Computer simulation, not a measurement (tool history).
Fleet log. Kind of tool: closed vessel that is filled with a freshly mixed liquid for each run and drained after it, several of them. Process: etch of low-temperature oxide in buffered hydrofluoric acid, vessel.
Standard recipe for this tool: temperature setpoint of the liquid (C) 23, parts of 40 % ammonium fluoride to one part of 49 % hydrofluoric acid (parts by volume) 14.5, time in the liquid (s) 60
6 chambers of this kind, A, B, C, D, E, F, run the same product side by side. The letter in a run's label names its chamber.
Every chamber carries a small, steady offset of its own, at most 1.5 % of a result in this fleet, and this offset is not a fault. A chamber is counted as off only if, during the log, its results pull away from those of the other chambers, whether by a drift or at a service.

| run | hour | temperature setpoint of the liquid (C) | parts of 40 % ammonium fluoride to one part of 49 % hydrofluoric acid (parts by volume) | time in the liquid (s) | read-back film thickness of the low-temperature oxide reference wafer, read on the same gauge (nm) | thickness taken off the low-temperature oxide on a monitor wafer (Å) |
|---|---|---|---|---|---|---|
| 1B | 14.5 | 23 | 14.5 | 60 | 30.03 | 1300.6 |
| 2D | 21.5 | 23 | 14.5 | 60 | 29.997 | 1293.6 |
| 3C | 32.1 | 23 | 14.5 | 60 | 29.997 | 1298.6 |
| 4E | 39.9 | 23 | 14.5 | 60 | 30.014 | 1285.2 |
| 5A | 51.7 | 23 | 18.5 | 30 | 30.026 | 516.6 |
| 6F | 66.7 | 23 | 18.5 | 30 | 30.01 | 504.74 |
| 7C | 79.4 | 23 | 18.5 | 30 | 30.02 | 507.6 |
| 8B | 88 | 23 | 18.5 | 30 | 30.005 | 510.31 |
| 9D | 102.9 | 23 | 18.5 | 30 | 30.04 | 505.16 |
| 10A | 118.4 | 23 | 18.5 | 30 | 30.01 | 519.62 |
| 11E | 131.3 | 23 | 14.5 | 60 | 30.002 | 1300.6 |
| 12F | 139.8 | 20 | 18 | 60 | 30.007 | 883.07 |
| 13D | 146.8 | 20 | 18 | 60 | 30.005 | 888.7 |
| 14A | 155.7 | 20 | 18 | 60 | 29.976 | 904.16 |
| 15B | 164.1 | 20 | 18 | 60 | 29.964 | 895.31 |
| 16C | 170.9 | 20 | 18 | 60 | 30 | 895.79 |
| 17F | 182 | 20 | 18 | 60 | 30.003 | 880.11 |
|  | 192.7 | chamber E: hydrofluoric acid flow meter replaced |
| 18E | 195 | 23 | 14.5 | 60 | 29.994 | 1288.5 |
| 19D | 203.8 | 23 | 14.5 | 60 | 30.008 | 1292.3 |
| 20C | 213.8 | 23 | 14.5 | 60 | 30.016 | 1311.8 |
|  | 215.3 | chamber F: hydrofluoric acid flow meter replaced |
| 21F | 228.3 | 23 | 14.5 | 60 | 29.99 | 1299.1 |
| 22A | 243.5 | 23 | 14.5 | 60 | 30 | 1334.9 |
| 23B | 255.7 | 23 | 14.5 | 60 | 29.997 | 1303.9 |
| 24E | 267.9 | 23 | 14.5 | 60 | 29.995 | 1287.5 |
|  | 278.9 | chamber D: thermometer replaced |
| 25F | 282.1 | 23 | 14.5 | 60 | 30.004 | 1295 |
| 26D | 297.3 | 23 | 14.5 | 60 | 30.015 | 1298.8 |
| 27E | 310 | 23 | 14.5 | 60 | 30.013 | 1283.3 |
| 28B | 317 | 23 | 14.5 | 60 | 30.007 | 1314.1 |
| 29A | 324 | 23 | 14.5 | 60 | 30.022 | 1357.8 |
| 30C | 335.7 | 23 | 14.5 | 60 | 30.002 | 1298.4 |
| 31E | 342.5 | 23 | 14.5 | 60 | 30.008 | 1285.3 |
| 32A | 354.6 | 23 | 14.5 | 60 | 30.001 | 1367.5 |
| 33C | 369.1 | 23 | 14.5 | 70 | 30.018 | 1513.8 |
| 34B | 376.3 | 23 | 14.5 | 70 | 29.989 | 1518.2 |
| 35D | 387.6 | 23 | 14.5 | 70 | 29.994 | 1507.9 |
| 36F | 397.6 | 23 | 14.5 | 70 | 30.007 | 1512.5 |
| 37C | 408.8 | 23 | 14.5 | 70 | 29.978 | 1508.9 |

All chambers now run identical settings, listed one chamber a line with results as question marks. What results will each chamber show?
| 38A | 420 | 23 | 14.5 | 60 |  | ? |
| 38B | 420 | 23 | 14.5 | 60 |  | ? |
| 38C | 420 | 23 | 14.5 | 60 |  | ? |
| 38D | 420 | 23 | 14.5 | 60 |  | ? |
| 38E | 420 | 23 | 14.5 | 60 |  | ? |
| 38F | 420 | 23 | 14.5 | 60 |  | ? |

| run | thickness taken off the low-temperature oxide on a monitor wafer (Å) |
|---|---|
| 38A | 1372.9 |
| 38B | 1306.4 |
| 38C | 1286.7 |
| 38D | 1294.2 |
| 38E | 1291.3 |
| 38F | 1292.8 |
